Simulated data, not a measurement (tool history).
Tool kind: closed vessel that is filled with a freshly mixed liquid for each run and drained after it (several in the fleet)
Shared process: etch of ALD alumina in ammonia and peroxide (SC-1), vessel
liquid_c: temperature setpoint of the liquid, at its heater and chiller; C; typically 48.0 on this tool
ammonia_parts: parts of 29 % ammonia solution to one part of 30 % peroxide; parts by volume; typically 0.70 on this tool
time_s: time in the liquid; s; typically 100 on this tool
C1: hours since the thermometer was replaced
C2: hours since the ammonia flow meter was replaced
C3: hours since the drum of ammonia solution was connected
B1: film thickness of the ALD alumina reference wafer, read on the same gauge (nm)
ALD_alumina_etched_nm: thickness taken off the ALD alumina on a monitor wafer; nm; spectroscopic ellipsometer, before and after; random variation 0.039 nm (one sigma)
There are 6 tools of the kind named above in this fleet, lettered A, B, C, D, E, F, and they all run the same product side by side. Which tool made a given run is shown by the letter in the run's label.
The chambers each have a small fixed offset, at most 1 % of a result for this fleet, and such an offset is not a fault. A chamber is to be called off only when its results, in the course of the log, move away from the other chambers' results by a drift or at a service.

-- day=0.654 chamber E: ammonia flow meter replaced
run 1E day=0.688 | liquid_c=48.0 ammonia_parts=0.70 time_s=100 | C1=499.7 C2=0.8 C3=86.0 | B1=69.999 | ALD_alumina_etched_nm=5.0722
run 2C day=1.133 | liquid_c=48.0 ammonia_parts=0.70 time_s=100 | C1=1880.7 C2=677.6 C3=666.8 | B1=69.951 | ALD_alumina_etched_nm=5.0706
run 3D day=1.804 | liquid_c=48.0 ammonia_parts=0.70 time_s=100 | C1=744.6 C2=1750.6 C3=298.2 | B1=69.973 | ALD_alumina_etched_nm=5.1008
-- day=2.062 chamber B: thermometer replaced
run 4B day=2.225 | liquid_c=48.0 ammonia_parts=0.70 time_s=100 | C1=4.0 C2=198.9 C3=54.1 | B1=70.007 | ALD_alumina_etched_nm=5.0752
run 5F day=2.658 | liquid_c=48.0 ammonia_parts=0.70 time_s=100 | C1=216.3 C2=939.6 C3=295.1 | B1=69.976 | ALD_alumina_etched_nm=5.0958
run 6A day=3.075 | liquid_c=48.0 ammonia_parts=0.70 time_s=100 | C1=535.0 C2=837.7 C3=267.0 | B1=69.970 | ALD_alumina_etched_nm=5.0874
-- day=3.321 chamber A: new drum of ammonia solution connected
run 7E day=3.679 | liquid_c=48.0 ammonia_parts=0.70 time_s=100 | C1=571.5 C2=72.6 C3=157.8 | B1=69.995 | ALD_alumina_etched_nm=5.1230
run 8F day=4.262 | liquid_c=48.0 ammonia_parts=0.70 time_s=100 | C1=254.8 C2=978.1 C3=333.6 | B1=69.988 | ALD_alumina_etched_nm=5.1603
run 9D day=4.750 | liquid_c=48.0 ammonia_parts=0.70 time_s=100 | C1=815.3 C2=1821.3 C3=368.9 | B1=69.975 | ALD_alumina_etched_nm=4.9900
run 10A day=5.312 | liquid_c=48.0 ammonia_parts=0.70 time_s=100 | C1=588.7 C2=891.4 C3=47.9 | B1=69.995 | ALD_alumina_etched_nm=5.1510
run 11C day=5.700 | liquid_c=48.0 ammonia_parts=0.70 time_s=100 | C1=1990.3 C2=787.2 C3=776.4 | B1=69.941 | ALD_alumina_etched_nm=5.0866
run 12B day=6.346 | liquid_c=48.0 ammonia_parts=0.70 time_s=100 | C1=102.9 C2=297.8 C3=153.0 | B1=69.967 | ALD_alumina_etched_nm=5.1465
-- day=6.675 chamber C: ammonia flow meter replaced
run 13D day=6.725 | liquid_c=48.0 ammonia_parts=0.70 time_s=100 | C1=862.7 C2=1868.7 C3=416.3 | B1=70.020 | ALD_alumina_etched_nm=5.0301
-- day=6.992 chamber A: thermometer replaced
run 14A day=7.250 | liquid_c=48.0 ammonia_parts=0.70 time_s=100 | C1=6.2 C2=937.9 C3=94.4 | B1=70.023 | ALD_alumina_etched_nm=5.1350
-- day=7.454 chamber C: new drum of ammonia solution connected
run 15B day=7.829 | liquid_c=48.0 ammonia_parts=0.70 time_s=140 | C1=138.5 C2=333.4 C3=188.6 | B1=69.981 | ALD_alumina_etched_nm=7.2497
run 16F day=8.508 | liquid_c=48.0 ammonia_parts=0.70 time_s=140 | C1=356.7 C2=1080.0 C3=435.5 | B1=69.949 | ALD_alumina_etched_nm=7.1220
run 17E day=8.954 | liquid_c=48.0 ammonia_parts=0.70 time_s=140 | C1=698.1 C2=199.2 C3=284.4 | B1=70.004 | ALD_alumina_etched_nm=7.1010
-- day=9.062 chamber F: new drum of ammonia solution connected
run 18C day=9.367 | liquid_c=48.0 ammonia_parts=0.70 time_s=140 | C1=2078.3 C2=64.6 C3=45.9 | B1=70.060 | ALD_alumina_etched_nm=7.1967
run 19F day=9.704 | liquid_c=48.0 ammonia_parts=0.70 time_s=140 | C1=385.4 C2=1108.7 C3=15.5 | B1=69.987 | ALD_alumina_etched_nm=7.2354
run 20D day=10.296 | liquid_c=48.0 ammonia_parts=0.70 time_s=140 | C1=948.4 C2=1954.4 C3=502.0 | B1=70.000 | ALD_alumina_etched_nm=6.8792
run 21A day=10.796 | liquid_c=45.0 ammonia_parts=0.70 time_s=75 | C1=91.3 C2=1023.0 C3=179.5 | B1=69.978 | ALD_alumina_etched_nm=3.2644
run 22C day=11.100 | liquid_c=45.0 ammonia_parts=0.70 time_s=75 | C1=2119.9 C2=106.2 C3=87.5 | B1=70.025 | ALD_alumina_etched_nm=3.2234
run 23E day=11.675 | liquid_c=45.0 ammonia_parts=0.70 time_s=75 | C1=763.4 C2=264.5 C3=349.7 | B1=70.033 | ALD_alumina_etched_nm=3.2280
run 24B day=12.042 | liquid_c=45.0 ammonia_parts=0.70 time_s=75 | C1=239.6 C2=434.5 C3=289.7 | B1=69.983 | ALD_alumina_etched_nm=3.2216
run 25A day=12.417 | liquid_c=45.0 ammonia_parts=0.70 time_s=75 | C1=130.2 C2=1061.9 C3=218.4 | B1=69.999 | ALD_alumina_etched_nm=3.2451
run 26F day=13.038 | liquid_c=45.0 ammonia_parts=0.70 time_s=75 | C1=465.4 C2=1188.7 C3=95.5 | B1=69.950 | ALD_alumina_etched_nm=3.2583
run 27E day=13.417 | liquid_c=48.0 ammonia_parts=0.70 time_s=100 | C1=805.2 C2=306.3 C3=391.5 | B1=70.013 | ALD_alumina_etched_nm=5.1505
run 28C day=14.021 | liquid_c=48.0 ammonia_parts=0.70 time_s=100 | C1=2190.0 C2=176.3 C3=157.6 | B1=69.999 | ALD_alumina_etched_nm=5.0342
run 29D day=14.471 | liquid_c=48.0 ammonia_parts=0.70 time_s=100 | C1=1048.6 C2=2054.6 C3=602.2 | B1=69.995 | ALD_alumina_etched_nm=4.8036
run 30B day=14.829 | liquid_c=38.5 ammonia_parts=0.40 time_s=100 | C1=306.5 C2=501.4 C3=356.6 | B1=69.955 | ALD_alumina_etched_nm=2.8010
run 31E day=15.183 | liquid_c=38.5 ammonia_parts=0.40 time_s=100 | C1=847.6 C2=348.7 C3=433.9 | B1=70.007 | ALD_alumina_etched_nm=2.7391
run 32C day=15.679 | liquid_c=38.5 ammonia_parts=0.40 time_s=100 | C1=2229.8 C2=216.1 C3=197.4 | B1=69.975 | ALD_alumina_etched_nm=2.8083
-- day=15.929 chamber A: new drum of ammonia solution connected
run 33B day=16.096 | liquid_c=38.5 ammonia_parts=0.40 time_s=100 | C1=336.9 C2=531.8 C3=387.0 | B1=70.005 | ALD_alumina_etched_nm=2.7937
run 34D day=16.788 | liquid_c=38.5 ammonia_parts=0.40 time_s=100 | C1=1104.2 C2=2110.2 C3=657.8 | B1=70.019 | ALD_alumina_etched_nm=2.5833
run 35A day=17.167 | liquid_c=38.5 ammonia_parts=0.40 time_s=100 | C1=244.2 C2=1175.9 C3=29.7 | B1=69.980 | ALD_alumina_etched_nm=2.7945
run 36F day=17.571 | liquid_c=48.0 ammonia_parts=0.70 time_s=100 | C1=574.2 C2=1297.5 C3=204.3 | B1=70.013 | ALD_alumina_etched_nm=5.1001

Decide between three cases: one chamber stands off from its peers, the gauge reading all wafers drifts, or nothing is wrong past each chamber's small offset. Where a chamber is off, say which and what most likely put it there.

Chamber D drifts away from the others.
What lies behind it: liquid colder than its thermometer reads (K) = 1.29.

Chamber D could run next with any of the 4 candidate recipes listed below; each alters the usual settings, and their results appear as question marks. Which one brings its results back in line with what the other chambers deliver on the usual settings?
Allowed miss from the other chambers' usual-settings mean, per result, to count as in line: ALD_alumina_etched_nm 0.1400 nm
run 37D-1 day=18.067 | liquid_c=50.5 ammonia_parts=0.70 time_s=100 | ALD_alumina_etched_nm=?
run 37D-2 day=18.067 | liquid_c=48.5 ammonia_parts=0.70 time_s=105 | ALD_alumina_etched_nm=?
run 37D-3 day=18.067 | liquid_c=45.5 ammonia_parts=0.70 time_s=100 | ALD_alumina_etched_nm=?
run 37D-4 day=18.067 | liquid_c=46.5 ammonia_parts=0.70 time_s=100 | ALD_alumina_etched_nm=?

The other chambers' mean on the usual settings: ALD_alumina_etched_nm 5.1102 nm
run=37D-1 ALD_alumina_etched_nm=5.4324
run=37D-2 ALD_alumina_etched_nm=5.0944
run=37D-3 ALD_alumina_etched_nm=4.0840
run=37D-4 ALD_alumina_etched_nm=4.3263
The answer is 37D-2, which returns the chamber to within the allowed miss of the others.
